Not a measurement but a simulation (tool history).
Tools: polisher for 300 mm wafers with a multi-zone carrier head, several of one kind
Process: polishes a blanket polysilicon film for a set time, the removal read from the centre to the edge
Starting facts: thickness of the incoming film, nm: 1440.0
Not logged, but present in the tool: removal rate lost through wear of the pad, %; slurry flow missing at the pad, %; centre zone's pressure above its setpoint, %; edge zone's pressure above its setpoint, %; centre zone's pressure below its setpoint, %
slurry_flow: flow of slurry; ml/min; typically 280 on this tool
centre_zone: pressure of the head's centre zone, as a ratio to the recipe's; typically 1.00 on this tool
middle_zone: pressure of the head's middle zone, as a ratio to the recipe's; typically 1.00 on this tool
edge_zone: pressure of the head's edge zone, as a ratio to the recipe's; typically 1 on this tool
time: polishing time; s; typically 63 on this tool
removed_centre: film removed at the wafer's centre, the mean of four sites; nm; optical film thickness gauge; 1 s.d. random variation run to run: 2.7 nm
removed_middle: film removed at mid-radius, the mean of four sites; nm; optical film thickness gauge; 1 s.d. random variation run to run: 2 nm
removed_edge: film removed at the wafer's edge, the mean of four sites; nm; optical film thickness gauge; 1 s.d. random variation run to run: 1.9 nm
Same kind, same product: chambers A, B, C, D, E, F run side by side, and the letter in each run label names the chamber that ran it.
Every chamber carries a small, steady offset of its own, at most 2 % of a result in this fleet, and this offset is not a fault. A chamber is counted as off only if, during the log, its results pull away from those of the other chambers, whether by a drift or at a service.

| run | day | slurry_flow | centre_zone | middle_zone | edge_zone | time | wafers polished on this pad | hours since the slurry nozzle was cleaned | hours since the centre zone pressure was calibrated | hours since the edge zone pressure was calibrated | removed_centre | removed_middle | removed_edge |
|---|---|---|---|---|---|---|---|---|---|---|---|---|---|
| 1A | 0.317 | 280 | 1.00 | 1.00 | 1 | 63 | 522 | 63.7 | 149.2 | 79.7 | 225.37 | 234.31 | 229.75 |
|  | 0.392 | chamber E: worn pad replaced by a new one |
| 2C | 0.600 | 280 | 1.00 | 1.00 | 1 | 63 | 607 | 44.9 | 63.1 | 872.7 | 232.42 | 231.71 | 229.13 |
|  | 0.829 | chamber F: worn pad replaced by a new one |
| 3F | 0.958 | 280 | 1.00 | 1.00 | 1 | 63 | 26 | 35.4 | 280.0 | 591.2 | 228.69 | 230.65 | 230.30 |
| 4D | 1.192 | 280 | 1.00 | 1.00 | 1 | 63 | 627 | 321.2 | 262.9 | 180.1 | 235.14 | 228.81 | 231.79 |
| 5E | 1.604 | 280 | 1.00 | 1.00 | 1 | 63 | 243 | 228.8 | 225.3 | 783.7 | 229.68 | 232.25 | 231.72 |
| 6B | 1.962 | 280 | 1.00 | 1.00 | 1 | 63 | 523 | 718.9 | 532.0 | 169.7 | 230.51 | 230.82 | 229.28 |
| 7A | 2.338 | 280 | 1.00 | 1.00 | 1 | 63 | 928 | 112.2 | 197.7 | 128.2 | 230.87 | 233.15 | 230.42 |
| 8C | 2.633 | 280 | 1.00 | 1.00 | 1 | 63 | 1015 | 93.7 | 111.9 | 921.5 | 231.05 | 230.34 | 229.54 |
|  | 2.779 | chamber D: worn pad replaced by a new one |
|  | 2.796 | chamber E: slurry nozzle cleaned |
| 9E | 3.058 | 280 | 1.00 | 1.05 | 1 | 42 | 535 | 6.3 | 260.2 | 818.6 | 154.57 | 161.69 | 154.00 |
| 10B | 3.383 | 280 | 1.00 | 1.05 | 1 | 42 | 808 | 753.0 | 566.1 | 203.8 | 152.42 | 162.64 | 151.70 |
| 11D | 3.804 | 280 | 1.00 | 1.05 | 1 | 42 | 206 | 383.9 | 325.6 | 242.8 | 156.69 | 158.64 | 155.48 |
| 12F | 4.000 | 280 | 1.00 | 1.05 | 1 | 42 | 637 | 108.4 | 353.0 | 664.2 | 154.32 | 161.12 | 155.66 |
|  | 4.129 | chamber B: slurry nozzle cleaned |
| 13E | 4.325 | 280 | 1.00 | 1.05 | 1 | 42 | 789 | 36.7 | 290.6 | 849.0 | 154.54 | 160.97 | 154.85 |
|  | 4.471 | chamber C: edge zone pressure recalibrated |
|  | 4.525 | chamber A: worn pad replaced by a new one |
|  | 4.550 | chamber F: centre zone pressure recalibrated |
|  | 4.617 | chamber C: worn pad replaced by a new one |
| 14C | 4.729 | 280 | 1.00 | 1.05 | 1 | 42 | 22 | 144.0 | 162.2 | 6.3 | 153.26 | 162.25 | 153.94 |
| 15A | 4.983 | 280 | 1.00 | 1.00 | 1 | 63 | 92 | 175.7 | 261.2 | 191.7 | 228.38 | 233.10 | 232.96 |
|  | 5.246 | chamber B: worn pad replaced by a new one |
| 16F | 5.354 | 280 | 1.00 | 1.00 | 1 | 63 | 909 | 140.9 | 19.4 | 696.7 | 227.42 | 231.13 | 232.28 |
| 17B | 5.562 | 280 | 1.00 | 1.00 | 1 | 63 | 64 | 34.4 | 618.4 | 256.1 | 230.13 | 232.94 | 226.83 |
| 18D | 5.871 | 280 | 1.00 | 1.00 | 1 | 63 | 621 | 433.5 | 375.2 | 292.4 | 230.97 | 225.08 | 229.97 |
|  | 5.892 | chamber F: worn pad replaced by a new one |
| 19D | 6.204 | 280 | 1.00 | 1.00 | 1 | 63 | 688 | 441.5 | 383.2 | 300.4 | 232.42 | 227.95 | 230.61 |
| 20C | 6.471 | 280 | 1.00 | 1.00 | 1 | 63 | 372 | 185.8 | 204.0 | 48.1 | 225.40 | 232.17 | 232.65 |
|  | 6.483 | chamber E: worn pad replaced by a new one |
|  | 6.492 | chamber B: centre zone pressure recalibrated |
| 21A | 6.679 | 280 | 1.00 | 1.00 | 1 | 63 | 432 | 216.4 | 301.9 | 232.4 | 234.44 | 230.96 | 229.68 |
| 22E | 6.933 | 245 | 1.08 | 1.00 | 1 | 63 | 91 | 99.3 | 353.2 | 911.6 | 246.56 | 226.91 | 228.56 |
|  | 7.133 | chamber D: worn pad replaced by a new one |
| 23B | 7.212 | 245 | 1.08 | 1.00 | 1 | 63 | 395 | 74.0 | 17.4 | 295.7 | 222.89 | 229.80 | 231.41 |
| 24F | 7.504 | 245 | 1.08 | 1.00 | 1 | 63 | 324 | 192.5 | 71.0 | 748.3 | 245.44 | 226.91 | 227.52 |
| 25B | 7.917 | 245 | 1.08 | 1.00 | 1 | 63 | 537 | 90.9 | 34.3 | 312.6 | 222.27 | 227.10 | 227.02 |
| 26A | 8.342 | 245 | 1.08 | 1.00 | 1 | 63 | 766 | 256.3 | 341.8 | 272.3 | 249.99 | 230.56 | 228.52 |
| 27C | 8.575 | 245 | 1.08 | 1.00 | 1 | 63 | 795 | 236.3 | 254.5 | 98.6 | 242.47 | 227.15 | 227.77 |
| 28E | 8.875 | 280 | 1.00 | 1.00 | 1 | 63 | 480 | 145.9 | 399.8 | 958.2 | 233.39 | 228.81 | 233.29 |
| 29F | 9.183 | 280 | 1.00 | 1.00 | 1 | 63 | 661 | 232.8 | 111.3 | 788.6 | 233.48 | 231.77 | 232.49 |
| 30D | 9.408 | 280 | 1.00 | 1.00 | 1 | 63 | 456 | 518.4 | 460.1 | 377.3 | 232.67 | 228.39 | 232.63 |
| 31E | 9.846 | 280 | 1.00 | 0.95 | 1 | 63 | 675 | 169.2 | 423.1 | 981.5 | 232.33 | 219.43 | 235.68 |
|  | 10.025 | chamber B: worn pad replaced by a new one |
| 32B | 10.067 | 280 | 1.00 | 0.95 | 1 | 63 | 8 | 142.5 | 85.9 | 364.2 | 207.26 | 222.16 | 227.05 |
|  | 10.246 | chamber F: worn pad replaced by a new one |
| 33C | 10.354 | 280 | 1.00 | 0.95 | 1 | 63 | 1152 | 279.0 | 297.2 | 141.3 | 233.03 | 219.04 | 232.94 |
| 34F | 10.683 | 280 | 1.00 | 0.95 | 1 | 63 | 88 | 268.8 | 147.3 | 824.6 | 232.79 | 219.57 | 230.23 |
| 35D | 11.083 | 280 | 1.00 | 0.95 | 1 | 63 | 793 | 558.6 | 500.3 | 417.5 | 226.54 | 218.40 | 232.72 |
| 36A | 11.446 | 280 | 1.00 | 0.95 | 1 | 63 | 1389 | 330.8 | 416.3 | 346.8 | 234.66 | 221.89 | 230.29 |
| 37E | 11.688 | 310 | 1.00 | 1.00 | 1 | 63 | 1045 | 213.4 | 467.3 | 1025.7 | 235.93 | 231.76 | 232.59 |
|  | 11.754 | chamber A: worn pad replaced by a new one |
| 38B | 11.938 | 310 | 1.00 | 1.00 | 1 | 63 | 384 | 187.4 | 130.8 | 409.1 | 215.06 | 234.43 | 230.87 |
|  | 12.038 | chamber C: worn pad replaced by a new one |
| 39F | 12.321 | 310 | 1.00 | 1.00 | 1 | 63 | 417 | 308.1 | 186.6 | 863.9 | 232.79 | 232.74 | 236.45 |
| 40C | 12.708 | 310 | 1.00 | 1.00 | 1 | 63 | 134 | 335.5 | 353.7 | 197.8 | 232.24 | 232.72 | 232.78 |
| 41A | 13.104 | 310 | 1.00 | 1.00 | 1 | 63 | 271 | 370.6 | 456.1 | 386.6 | 232.90 | 233.94 | 234.38 |

Has any chamber moved away from the others, gradually or after a service, or does the common gauge drift, or do the chambers differ only by their own small steady offsets? State the chamber and the most likely cause if one applies.

Chamber B came out of a service off from its peers and stayed that way.
Likeliest cause: centre zone's pressure below its setpoint, % = 8.34.

Here are 4 candidates for chamber B's next run, each the usual settings with a change, their results left as question marks. Which one brings its results back in line with what the others give on the usual settings?
A result is in line if it is within this distance of the other chambers' mean on the usual settings: removed_centre 9.30 nm; removed_middle 6.90 nm; removed_edge 6.60 nm
| 42B-1 | 13.425 | 280 | 1.02 | 0.99 | 1.00 | 63 |  |  |  |  | ? | ? | ? |
| 42B-2 | 13.425 | 275 | 0.92 | 1.04 | 1.01 | 62 |  |  |  |  | ? | ? | ? |
| 42B-3 | 13.425 | 280 | 0.98 | 1.01 | 1.00 | 63 |  |  |  |  | ? | ? | ? |
| 42B-4 | 13.425 | 285 | 1.08 | 0.96 | 0.99 | 64 |  |  |  |  | ? | ? | ? |

The other chambers' mean on the usual settings: removed_centre 230.98 nm; removed_middle 230.50 nm; removed_edge 231.39 nm
| run | removed_centre | removed_middle | removed_edge |
|---|---|---|---|
| 42B-1 | 212.97 | 231.68 | 228.15 |
| 42B-2 | 186.89 | 238.14 | 225.24 |
| 42B-3 | 203.91 | 235.99 | 228.08 |
| 42B-4 | 230.63 | 229.22 | 230.95 |
With 42B-4, the chamber falls back in line with the rest.
